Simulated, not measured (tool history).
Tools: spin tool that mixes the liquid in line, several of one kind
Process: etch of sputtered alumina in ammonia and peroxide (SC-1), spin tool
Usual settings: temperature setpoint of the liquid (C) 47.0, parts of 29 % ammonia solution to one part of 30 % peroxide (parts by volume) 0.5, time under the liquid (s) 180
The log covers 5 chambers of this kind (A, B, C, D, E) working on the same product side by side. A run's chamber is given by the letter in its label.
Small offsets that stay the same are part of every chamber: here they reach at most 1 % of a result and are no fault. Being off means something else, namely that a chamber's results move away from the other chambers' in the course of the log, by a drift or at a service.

run	hour	temperature setpoint of the liquid (C)	parts of 29 % ammonia solution to one part of 30 % peroxide (parts by volume)	time under the liquid (s)	hours since the thermometer was replaced	hours since the ammonia flow meter was replaced	hours since the heated supply line was repaired	hours since the drum of ammonia solution was connected	read-back film thickness of the sputtered alumina reference wafer, read on the same gauge (nm)	thickness taken off the sputtered alumina on a monitor wafer (angstrom)
1B	4.9	47.0	0.5	180	422.0	580.8	963.6	252.1	79.994	76.130
2C	14.6	47.0	0.5	180	755.5	1048.1	640.3	317.0	80.002	75.773
3E	19.2	47.0	0.5	180	1798.3	593.2	779.6	183.2	80.010	75.377
4D	29.3	47.0	0.5	180	632.8	219.7	362.9	406.3	80.007	76.406
5A	35.2	47.0	0.5	180	356.2	1239.8	350.1	54.7	79.994	76.829
6A	40.1	47.0	0.5	110	361.1	1244.7	355.0	59.6	80.005	46.230
7B	44.7	47.0	0.5	110	461.8	620.6	1003.4	291.9	79.989	46.300
8D	52.4	47.0	0.5	110	655.9	242.8	386.0	429.4	79.985	47.246
9C	62.5	47.0	0.5	110	803.4	1096.0	688.2	364.9	80.007	46.695
10E	68.7	47.0	0.5	110	1847.8	642.7	829.1	232.7	79.993	46.175
# hour 72.8: chamber E: thermometer replaced
11E	77.7	47.0	0.5	180	5.0	651.7	838.1	241.7	80.008	75.786
12C	82.7	47.0	0.5	180	823.6	1116.2	708.4	385.1	80.003	75.969
13B	91.8	47.0	0.5	75	508.9	667.7	1050.5	339.0	79.978	31.480
14A	100.5	47.0	0.5	75	421.5	1305.1	415.4	120.0	80.005	31.812
# hour 107.4: chamber D: thermometer replaced
15D	107.6	47.0	0.5	75	0.2	298.0	441.2	484.6	80.011	31.773
16C	117.0	47.0	0.5	75	857.9	1150.5	742.7	419.4	80.010	31.477
17B	121.5	47.0	0.5	75	538.6	697.4	1080.2	368.7	80.006	31.532
18D	126.5	47.0	0.5	180	19.1	316.9	460.1	503.5	80.018	75.436
19E	135.0	41.0	0.5	180	62.3	709.0	895.4	299.0	80.008	53.049
20A	140.9	41.0	0.5	180	461.9	1345.5	455.8	160.4	80.017	53.491
21D	148.5	41.0	0.5	180	41.1	338.9	482.1	525.5	80.013	54.671
22A	157.5	41.0	0.5	180	478.5	1362.1	472.4	177.0	80.003	54.143
23B	163.5	41.0	0.5	180	580.6	739.4	1122.2	410.7	79.997	52.195
24C	170.8	47.0	0.5	180	911.7	1204.3	796.5	473.2	80.002	75.772
25E	179.5	47.0	0.5	180	106.8	753.5	939.9	343.5	80.007	76.084
26E	187.5	47.0	0.5	180	114.8	761.5	947.9	351.5	79.999	75.194
27D	197.0	55.5	0.5	225	89.6	387.4	530.6	574.0	79.988	150.630
28A	206.7	55.5	0.5	225	527.7	1411.3	521.6	226.2	79.992	153.830
29B	213.4	55.5	0.5	225	630.5	789.3	1172.1	460.6	79.982	146.920
30C	219.1	55.5	0.5	225	960.0	1252.6	844.8	521.5	80.002	150.370
31D	228.9	55.5	0.5	225	121.5	419.3	562.5	605.9	80.016	150.200
32A	235.8	47.0	0.5	180	556.8	1440.4	550.7	255.3	79.999	76.366
33E	240.6	47.0	0.5	180	167.9	814.6	1001.0	404.6	79.988	75.558
34C	249.5	47.0	0.5	180	990.4	1283.0	875.2	551.9	80.000	76.928
35B	254.3	47.0	0.5	180	671.4	830.2	1213.0	501.5	79.999	74.044

One chamber off, gauge drift, or nothing amiss beyond the chambers' own small offsets? If it is a chamber, which one, and what is the likeliest cause?

Chamber B drifts away from the others.
Likeliest cause: temperature lost on the way to the wafer (K) = 0.773.
The log might look much the same if the cause were instead: liquid colder than its thermometer reads (K).

Chamber B could run next with any of the 4 candidate recipes listed below; each alters the usual settings, and their results appear as question marks. Which one brings its results back in line with what the other chambers deliver on the usual settings?
Allowed miss from the other chambers' usual-settings mean, per result, to count as in line: thickness taken off the sputtered alumina on a monitor wafer (angstrom) 2.000
36B-1	261.7	48.5	0.5	180						?
36B-2	261.7	46.5	0.5	170						?
36B-3	261.7	47.0	0.5	175						?
36B-4	261.7	47.0	0.7	180						?

Average result of the remaining chambers running the usual settings: thickness taken off the sputtered alumina on a monitor wafer (angstrom) 76.095
run	thickness taken off the sputtered alumina on a monitor wafer (angstrom)
36B-1	79.691
36B-2	67.177
36B-3	71.177
36B-4	75.563
The right change is 36B-4: it brings the chamber back within the allowed miss of the others.

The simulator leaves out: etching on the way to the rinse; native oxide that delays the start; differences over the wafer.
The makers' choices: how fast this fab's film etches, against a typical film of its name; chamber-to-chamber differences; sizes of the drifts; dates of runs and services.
